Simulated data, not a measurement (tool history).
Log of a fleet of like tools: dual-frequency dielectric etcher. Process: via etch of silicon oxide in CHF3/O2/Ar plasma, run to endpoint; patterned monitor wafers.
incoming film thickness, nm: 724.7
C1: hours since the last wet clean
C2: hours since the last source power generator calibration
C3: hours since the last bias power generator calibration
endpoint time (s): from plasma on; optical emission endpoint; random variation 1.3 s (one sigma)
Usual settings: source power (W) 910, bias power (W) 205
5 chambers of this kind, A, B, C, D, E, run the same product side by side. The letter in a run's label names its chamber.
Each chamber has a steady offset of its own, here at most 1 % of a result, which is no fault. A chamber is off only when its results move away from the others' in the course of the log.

run 1B day=0.192 | source_power_(W)=910 bias_power_(W)=205 | C1=177.6 C2=1234.9 C3=962.9 | endpoint_time_(s)=297.15
run 2C day=0.367 | source_power_(W)=910 bias_power_(W)=205 | C1=258.0 C2=787.9 C3=909.1 | endpoint_time_(s)=303.27
run 3A day=0.546 | source_power_(W)=910 bias_power_(W)=205 | C1=50.9 C2=2387.1 C3=5263.4 | endpoint_time_(s)=299.72
run 4E day=0.704 | source_power_(W)=910 bias_power_(W)=205 | C1=415.4 C2=2284.1 C3=1508.9 | endpoint_time_(s)=298.01
run 5D day=0.833 | source_power_(W)=800 bias_power_(W)=169 | C1=192.7 C2=607.1 C3=2020.0 | endpoint_time_(s)=329.32
-- day=0.854 chamber A: bias power generator calibrated
run 6D day=0.971 | source_power_(W)=800 bias_power_(W)=169 | C1=196.0 C2=610.4 C3=2023.3 | endpoint_time_(s)=332.81
run 7E day=1.158 | source_power_(W)=800 bias_power_(W)=169 | C1=426.3 C2=2295.0 C3=1519.8 | endpoint_time_(s)=334.48
run 8B day=1.271 | source_power_(W)=800 bias_power_(W)=169 | C1=203.5 C2=1260.8 C3=988.8 | endpoint_time_(s)=330.65
run 9A day=1.429 | source_power_(W)=800 bias_power_(W)=169 | C1=72.1 C2=2408.3 C3=13.9 | endpoint_time_(s)=333.79
run 10C day=1.558 | source_power_(W)=910 bias_power_(W)=205 | C1=286.6 C2=816.5 C3=937.7 | endpoint_time_(s)=302.49
run 11D day=1.692 | source_power_(W)=910 bias_power_(W)=205 | C1=213.3 C2=627.7 C3=2040.6 | endpoint_time_(s)=297.70
-- day=1.775 chamber E: source power generator calibrated
run 12E day=1.862 | source_power_(W)=910 bias_power_(W)=205 | C1=443.2 C2=2.1 C3=1536.7 | endpoint_time_(s)=302.77
run 13C day=2.000 | source_power_(W)=910 bias_power_(W)=205 | C1=297.2 C2=827.1 C3=948.3 | endpoint_time_(s)=301.88
run 14A day=2.154 | source_power_(W)=1080 bias_power_(W)=167 | C1=89.5 C2=2425.7 C3=31.3 | endpoint_time_(s)=300.65
run 15B day=2.300 | source_power_(W)=1080 bias_power_(W)=167 | C1=228.2 C2=1285.5 C3=1013.5 | endpoint_time_(s)=295.78
run 16B day=2.446 | source_power_(W)=1080 bias_power_(W)=167 | C1=231.7 C2=1289.0 C3=1017.0 | endpoint_time_(s)=297.33
run 17C day=2.550 | source_power_(W)=1080 bias_power_(W)=167 | C1=310.4 C2=840.3 C3=961.5 | endpoint_time_(s)=301.97
run 18A day=2.671 | source_power_(W)=1080 bias_power_(W)=167 | C1=101.9 C2=2438.1 C3=43.7 | endpoint_time_(s)=301.09
run 19E day=2.862 | source_power_(W)=910 bias_power_(W)=205 | C1=467.2 C2=26.1 C3=1560.7 | endpoint_time_(s)=301.44
run 20D day=2.954 | source_power_(W)=910 bias_power_(W)=205 | C1=243.6 C2=658.0 C3=2070.9 | endpoint_time_(s)=294.13
run 21A day=3.133 | source_power_(W)=910 bias_power_(W)=205 | C1=113.0 C2=2449.2 C3=54.8 | endpoint_time_(s)=300.60
-- day=3.142 chamber E: wet clean of the chamber
run 22D day=3.271 | source_power_(W)=910 bias_power_(W)=205 | C1=251.2 C2=665.6 C3=2078.5 | endpoint_time_(s)=294.63
run 23C day=3.442 | source_power_(W)=780 bias_power_(W)=205 | C1=331.8 C2=861.7 C3=982.9 | endpoint_time_(s)=315.36
run 24E day=3.604 | source_power_(W)=780 bias_power_(W)=205 | C1=11.2 C2=43.9 C3=1578.5 | endpoint_time_(s)=319.18
run 25B day=3.754 | source_power_(W)=780 bias_power_(W)=205 | C1=263.1 C2=1320.4 C3=1048.4 | endpoint_time_(s)=315.23
run 26C day=3.950 | source_power_(W)=780 bias_power_(W)=205 | C1=344.0 C2=873.9 C3=995.1 | endpoint_time_(s)=317.61
run 27B day=4.096 | source_power_(W)=780 bias_power_(W)=205 | C1=271.3 C2=1328.6 C3=1056.6 | endpoint_time_(s)=314.13
run 28A day=4.208 | source_power_(W)=910 bias_power_(W)=205 | C1=138.8 C2=2475.0 C3=80.6 | endpoint_time_(s)=300.14
run 29E day=4.354 | source_power_(W)=910 bias_power_(W)=205 | C1=29.2 C2=61.9 C3=1596.5 | endpoint_time_(s)=298.28
-- day=4.429 chamber A: source power generator calibrated
run 30D day=4.546 | source_power_(W)=910 bias_power_(W)=205 | C1=281.8 C2=696.2 C3=2109.1 | endpoint_time_(s)=291.80
run 31D day=4.738 | source_power_(W)=910 bias_power_(W)=205 | C1=286.4 C2=700.8 C3=2113.7 | endpoint_time_(s)=288.01
run 32B day=4.900 | source_power_(W)=910 bias_power_(W)=205 | C1=290.6 C2=1347.9 C3=1075.9 | endpoint_time_(s)=293.73
run 33E day=5.104 | source_power_(W)=910 bias_power_(W)=205 | C1=47.2 C2=79.9 C3=1614.5 | endpoint_time_(s)=301.42
run 34A day=5.233 | source_power_(W)=910 bias_power_(W)=205 | C1=163.4 C2=19.4 C3=105.2 | endpoint_time_(s)=301.91
run 35C day=5.425 | source_power_(W)=910 bias_power_(W)=205 | C1=379.4 C2=909.3 C3=1030.5 | endpoint_time_(s)=302.93
run 36E day=5.517 | source_power_(W)=910 bias_power_(W)=205 | C1=57.1 C2=89.8 C3=1624.4 | endpoint_time_(s)=299.53
run 37B day=5.612 | source_power_(W)=1080 bias_power_(W)=205 | C1=307.7 C2=1365.0 C3=1093.0 | endpoint_time_(s)=278.58
run 38C day=5.775 | source_power_(W)=1080 bias_power_(W)=205 | C1=387.8 C2=917.7 C3=1038.9 | endpoint_time_(s)=280.73
run 39A day=5.912 | source_power_(W)=1080 bias_power_(W)=205 | C1=179.7 C2=35.7 C3=121.5 | endpoint_time_(s)=281.01

What goes on in this fleet: one chamber off, a drifting gauge, or nothing beyond the chambers' own small offsets? Name the chamber and the cause, if any.

Chamber D drifts away from the others.
Cause: etch rate over this chamber's usual, % = 3.93.

Here are 4 candidates for chamber D's next run, each the usual settings with a change, their results left as question marks. Which one brings its results back in line with what the others give on the usual settings?
In line means no further than this from the other chambers' mean on the usual settings: endpoint time (s) 4.70
run 40D-1 day=6.062 | source_power_(W)=910 bias_power_(W)=270 | endpoint_time_(s)=?
run 40D-2 day=6.062 | source_power_(W)=850 bias_power_(W)=193 | endpoint_time_(s)=?
run 40D-3 day=6.062 | source_power_(W)=970 bias_power_(W)=217 | endpoint_time_(s)=?
run 40D-4 day=6.062 | source_power_(W)=910 bias_power_(W)=154 | endpoint_time_(s)=?

The other chambers' mean on the usual settings: endpoint time (s) 299.07
run=40D-1 endpoint_time_(s)=259.77
run=40D-2 endpoint_time_(s)=299.04
run=40D-3 endpoint_time_(s)=273.45
run=40D-4 endpoint_time_(s)=313.39
40D-2 brings the chamber back in line.
